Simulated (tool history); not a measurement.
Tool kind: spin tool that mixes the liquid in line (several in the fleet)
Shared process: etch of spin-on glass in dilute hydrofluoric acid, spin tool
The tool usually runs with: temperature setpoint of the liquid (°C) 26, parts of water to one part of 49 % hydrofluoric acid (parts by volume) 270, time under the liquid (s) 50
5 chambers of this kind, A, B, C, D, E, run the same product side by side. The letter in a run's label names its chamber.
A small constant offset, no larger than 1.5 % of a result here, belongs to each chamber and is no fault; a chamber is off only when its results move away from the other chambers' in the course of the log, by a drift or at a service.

| run | hour | temperature setpoint of the liquid (°C) | parts of water to one part of 49 % hydrofluoric acid (parts by volume) | time under the liquid (s) | hours since the thermometer was replaced | hours since the hydrofluoric acid flow meter was replaced | read-back film thickness of the spin-on glass reference wafer, read on the same gauge (nm) | thickness taken off the spin-on glass on a monitor wafer (nm) |
|---|---|---|---|---|---|---|---|---|
| 1A | 14.4 | 26 | 270 | 50 | 283.0 | 240.5 | 29.995 | 6.4947 |
| 2B | 25.3 | 26 | 270 | 50 | 1809.7 | 763.5 | 30.040 | 6.4735 |
| 3C | 33.7 | 26 | 270 | 50 | 402.4 | 210.8 | 30.021 | 6.2195 |
| 4D | 49.2 | 26 | 270 | 50 | 1341.2 | 429.3 | 30.010 | 6.4329 |
| 5E | 58.4 | 26 | 270 | 50 | 1302.2 | 1275.4 | 29.994 | 6.3965 |
| 6E | 73.7 | 26 | 270 | 30 | 1317.5 | 1290.7 | 30.014 | 3.8975 |
| 7C | 85.7 | 26 | 270 | 30 | 454.4 | 262.8 | 30.014 | 3.8462 |
| 8A | 93.2 | 26 | 270 | 30 | 361.8 | 319.3 | 30.017 | 3.8740 |
| 9B | 108.3 | 26 | 270 | 30 | 1892.7 | 846.5 | 29.994 | 3.8541 |
| 10D | 116.9 | 26 | 270 | 30 | 1408.9 | 497.0 | 30.027 | 3.8764 |
| 11E | 130.0 | 26 | 270 | 50 | 1373.8 | 1347.0 | 29.988 | 6.3373 |
| 12D | 137.5 | 26 | 270 | 50 | 1429.5 | 517.6 | 30.018 | 6.4414 |
| 13C | 149.7 | 26 | 270 | 50 | 518.4 | 326.8 | 29.993 | 6.4845 |
| 14A | 161.2 | 26 | 270 | 50 | 429.8 | 387.3 | 30.001 | 6.3870 |
|  | 171.9 | chamber A: thermometer replaced |
| 15B | 176.2 | 26 | 270 | 50 | 1960.6 | 914.4 | 29.994 | 6.5360 |
| 16B | 188.7 | 26 | 395 | 25 | 1973.1 | 926.9 | 29.985 | 1.9345 |
| 17A | 202.2 | 26 | 395 | 25 | 30.4 | 428.3 | 29.997 | 1.9160 |
| 18E | 217.0 | 26 | 395 | 25 | 1460.8 | 1434.0 | 30.018 | 1.9637 |
| 19D | 231.4 | 26 | 395 | 25 | 1523.4 | 611.5 | 29.984 | 1.9535 |
| 20C | 244.1 | 26 | 395 | 25 | 612.8 | 421.2 | 29.967 | 1.9273 |
| 21D | 256.9 | 26 | 270 | 50 | 1548.9 | 637.0 | 29.985 | 6.4835 |
| 22C | 268.9 | 26 | 270 | 50 | 637.6 | 446.0 | 29.990 | 6.2738 |
| 23B | 276.8 | 26 | 270 | 50 | 2061.2 | 1015.0 | 29.996 | 6.4866 |
| 24E | 291.6 | 26 | 270 | 50 | 1535.4 | 1508.6 | 30.034 | 6.6767 |
| 25A | 304.9 | 26 | 270 | 50 | 133.1 | 531.0 | 30.019 | 6.3681 |
|  | 308.9 | chamber D: hydrofluoric acid flow meter replaced |
| 26E | 318.6 | 26 | 270 | 50 | 1562.4 | 1535.6 | 29.970 | 6.7947 |
| 27A | 328.8 | 26 | 270 | 50 | 157.0 | 554.9 | 29.996 | 6.3912 |
| 28B | 336.0 | 26 | 270 | 50 | 2120.4 | 1074.2 | 30.013 | 6.4281 |
| 29C | 346.9 | 26 | 270 | 50 | 715.6 | 524.0 | 30.022 | 6.3439 |
| 30D | 355.6 | 29 | 270 | 50 | 1647.6 | 46.7 | 30.005 | 7.1774 |
| 31E | 362.4 | 29 | 270 | 50 | 1606.2 | 1579.4 | 29.991 | 7.2797 |
| 32C | 375.7 | 29 | 270 | 50 | 744.4 | 552.8 | 29.976 | 6.9663 |
| 33A | 384.5 | 29 | 270 | 50 | 212.7 | 610.6 | 30.009 | 7.1172 |
| 34D | 395.9 | 29 | 270 | 50 | 1687.9 | 87.0 | 30.019 | 7.1723 |
| 35B | 407.8 | 26 | 270 | 50 | 2192.2 | 1146.0 | 29.988 | 6.4098 |
| 36D | 417.3 | 26 | 270 | 50 | 1709.3 | 108.4 | 30.001 | 6.4500 |
| 37A | 432.1 | 26 | 270 | 50 | 260.3 | 658.2 | 30.007 | 6.4667 |
| 38B | 439.8 | 26 | 155 | 50 | 2224.2 | 1178.0 | 30.013 | 12.9430 |
| 39C | 446.6 | 26 | 155 | 50 | 815.3 | 623.7 | 29.993 | 12.9430 |
| 40E | 461.2 | 26 | 155 | 50 | 1705.0 | 1678.2 | 29.990 | 13.9260 |
| 41D | 471.2 | 26 | 155 | 50 | 1763.2 | 162.3 | 30.015 | 12.9060 |
| 42C | 485.1 | 26 | 155 | 50 | 853.8 | 662.2 | 29.993 | 12.8030 |

Next, all 5 chambers run the settings below, one line each with question marks for the results. What does each chamber give?
| 43A | 496.3 | 26 | 160 | 50 |  |  |  | ? |
| 43B | 496.3 | 26 | 160 | 50 |  |  |  | ? |
| 43C | 496.3 | 26 | 160 | 50 |  |  |  | ? |
| 43D | 496.3 | 26 | 160 | 50 |  |  |  | ? |
| 43E | 496.3 | 26 | 160 | 50 |  |  |  | ? |

| run | thickness taken off the spin-on glass on a monitor wafer (nm) |
|---|---|
| 43A | 12.2720 |
| 43B | 12.3670 |
| 43C | 12.1020 |
| 43D | 12.2510 |
| 43E | 13.6390 |
